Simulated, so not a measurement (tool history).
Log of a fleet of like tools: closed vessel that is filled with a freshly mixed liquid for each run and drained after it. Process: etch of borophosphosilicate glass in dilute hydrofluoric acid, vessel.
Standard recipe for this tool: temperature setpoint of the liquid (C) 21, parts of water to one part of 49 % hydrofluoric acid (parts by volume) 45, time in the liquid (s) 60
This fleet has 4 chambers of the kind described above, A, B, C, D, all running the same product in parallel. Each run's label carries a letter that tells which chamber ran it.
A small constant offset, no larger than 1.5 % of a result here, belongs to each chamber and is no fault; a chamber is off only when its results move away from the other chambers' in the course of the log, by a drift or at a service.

run,hour,temperature setpoint of the liquid (C),parts of water to one part of 49 % hydrofluoric acid (parts by volume),time in the liquid (s),"read-back film thickness of the borophosphosilicate glass reference wafer, read on the same gauge (nm)",thickness taken off the borophosphosilicate glass on a monitor wafer (nm)
1D,8.4,21,45,60,140.01,73.481
# hour 12.1: chamber C: hydrofluoric acid flow meter replaced
2A,20.2,21,45,60,140.02,74.375
3B,26.6,21,45,60,140.04,73.566
4C,37.9,21,45,60,139.99,73.279
5A,44.7,17,45,90,139.97,93.758
6D,52.1,17,45,90,140,92.273
# hour 57.7: chamber A: thermometer replaced
7C,61.8,17,45,90,140.02,93.609
8B,74.6,17,45,90,139.99,92.582
9B,82.6,21,45,60,140.02,73.352
10C,95.7,21,45,60,140.01,74.669
11D,106.1,21,45,60,139.99,73.691
12A,113.2,21,45,60,140,74.323
13B,123.6,21,45,60,140.02,74.484
14C,132.4,21,45,60,139.98,74.284
15A,139.3,21,45,60,140,73.833
16D,151.7,21,45,60,140.01,72.93
17B,160.8,21,45,60,140.01,73.447
18A,173.3,21,45,60,140.02,74.298
19C,187.5,21,45,60,139.96,75.252
20D,197.2,21,45,60,139.99,73.911
21B,203.7,21,45,60,140,73.524
22D,213.2,21,45,60,139.99,73.355
23A,221.1,21,45,60,140.03,73.186
24C,228.4,21,45,60,139.99,74.557
25D,241.5,21,45,60,139.98,73.403
26A,253.6,21,45,60,140.02,72.331
# hour 258.5: chamber C: thermometer replaced
27B,266.6,21,30,80,140.04,148.82
28C,278.5,21,30,80,139.98,152.15
29A,290.8,21,30,80,140.01,144.14
# hour 296.3: chamber D: hydrofluoric acid flow meter replaced
30B,298.3,21,30,80,140,151.83
31D,304.8,21,45,60,139.97,73.457
32C,313.1,21,45,60,140.02,73.956
33A,320.2,21,45,60,140,69.63
34C,330.1,21,45,60,140,74.15
35D,339.2,21,45,60,140,73.817
36B,346.6,21,45,60,140.03,74.216
37C,357.7,21,60,60,140,54.491
38B,366.1,21,60,60,140.04,53.289
39A,376.5,21,60,60,140,50.824
40D,384,21,60,60,139.99,53.839
41D,395,21,45,60,140,73.105
42C,408.1,21,45,60,140,74.486

What goes on in this fleet: one chamber off, a drifting gauge, or nothing beyond the chambers' own small offsets? Name the chamber and the cause, if any.

One chamber, A, drifts off from the rest bit by bit.
Likeliest cause: hydrofluoric acid flow below the setpoint (%) = 8.81.
From this log alone, it may not be told apart from: liquid colder than its thermometer reads (K).

Chamber A could run next with any of the 4 candidate recipes listed below; each alters the usual settings, and their results appear as question marks. Which one brings its results back in line with what the other chambers deliver on the usual settings?
In line means no further than this from the other chambers' mean on the usual settings: thickness taken off the borophosphosilicate glass on a monitor wafer (nm) 1.7
43A-1,418.5,21,45,55,,?
43A-2,418.5,21,45,50,,?
43A-3,418.5,23,45,60,,?
43A-4,418.5,21.5,45,70,,?

On the usual settings, the other chambers give on average: thickness taken off the borophosphosilicate glass on a monitor wafer (nm) 73.727
run,thickness taken off the borophosphosilicate glass on a monitor wafer (nm)
43A-1,61.541
43A-2,55.946
43A-3,73.083
43A-4,80.023
It is 43A-3 that realigns the chamber with its peers.
